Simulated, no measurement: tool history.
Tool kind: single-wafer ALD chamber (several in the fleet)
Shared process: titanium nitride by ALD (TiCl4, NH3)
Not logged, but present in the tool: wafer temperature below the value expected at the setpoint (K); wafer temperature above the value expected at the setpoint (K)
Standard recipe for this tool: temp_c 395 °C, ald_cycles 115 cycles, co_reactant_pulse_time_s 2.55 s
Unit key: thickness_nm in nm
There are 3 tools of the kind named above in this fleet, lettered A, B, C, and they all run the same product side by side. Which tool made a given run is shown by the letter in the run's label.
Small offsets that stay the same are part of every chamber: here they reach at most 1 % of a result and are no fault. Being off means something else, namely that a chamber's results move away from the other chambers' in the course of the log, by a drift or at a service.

run	hour	temp_c	ald_cycles	co_reactant_pulse_time_s	hours since the last thermocouple change	read-back reference wafer on the same gauge, thickness_nm	thickness_nm
1A	7.4	395	115	2.55	1160.9	2.4015	2.5632
2C	16.0	395	115	2.55	638.5	2.4000	2.5281
3B	22.7	395	115	2.55	1560.2	2.4005	2.5656
4C	28.8	395	115	2.55	651.3	2.4009	2.5297
5B	41.3	395	107	2.55	1578.8	2.4023	2.3913
6A	50.3	395	107	2.55	1203.8	2.4012	2.3849
7A	59.8	395	107	2.55	1213.3	2.4018	2.3854
8C	70.3	395	115	2.55	692.8	2.4020	2.5324
9B	80.9	395	93	1.72	1618.4	2.4019	2.0423
10C	93.0	395	93	1.72	715.5	2.4037	2.0100
11B	99.7	395	93	1.72	1637.2	2.4034	2.0436
12A	111.2	395	132	3.43	1264.7	2.4045	2.9680
13A	122.2	395	132	3.43	1275.7	2.4048	2.9636
14C	128.8	395	132	3.43	751.3	2.4049	2.9374
15B	141.1	395	115	2.55	1678.6	2.4049	2.5717
16B	152.1	384	115	2.55	1689.6	2.4050	2.5533
17C	160.4	384	115	2.55	782.9	2.4049	2.5144
18A	171.8	384	115	2.55	1325.3	2.4055	2.5471
19A	184.0	395	133	1.72	1337.5	2.4062	2.9108
20B	190.0	395	133	1.72	1727.5	2.4060	2.9252
21C	200.4	395	133	1.72	822.9	2.4064	2.8795
22C	207.4	395	115	2.55	829.9	2.4072	2.5247
23B	219.7	395	115	2.55	1757.2	2.4070	2.5703
24A	231.5	395	115	2.55	1385.0	2.4078	2.5648
25B	244.7	395	115	2.55	1782.2	2.4074	2.5709
26A	254.5	395	115	2.55	1408.0	2.4076	2.5731
27C	267.4	395	115	2.55	889.9	2.4092	2.5325
28B	279.7	380	97	2.55	1817.2	2.4089	2.1534
29C	288.4	380	97	2.55	910.9	2.4102	2.1149
30A	300.1	380	97	2.55	1453.6	2.4095	2.1480
31A	309.1	395	115	2.55	1462.6	2.4100	2.5723
32C	321.6	395	115	2.55	944.1	2.4096	2.5455
33B	333.2	395	115	2.55	1870.7	2.4109	2.5762
34B	343.7	395	115	2.55	1881.2	2.4112	2.5826
35A	355.8	395	115	2.55	1509.3	2.4112	2.5672
36C	362.8	395	102	2.55	985.3	2.4120	2.2520
37B	369.6	395	102	2.55	1907.1	2.4121	2.2822
38A	382.8	395	102	2.55	1536.3	2.4124	2.2852
39C	393.4	395	115	2.55	1015.9	2.4124	2.5413
40B	404.0	395	115	2.55	1941.5	2.4135	2.5778

Read the log: is a single chamber off, either drifting away or since a service, is the gauge that measures every chamber drifting, or is nothing wrong beyond small per-chamber offsets? Name any odd chamber and what most likely caused it.

Gauge drift. The chambers move together only on paper, and none stands off.
Most likely cause: gauge reads high (%) = 0.569.
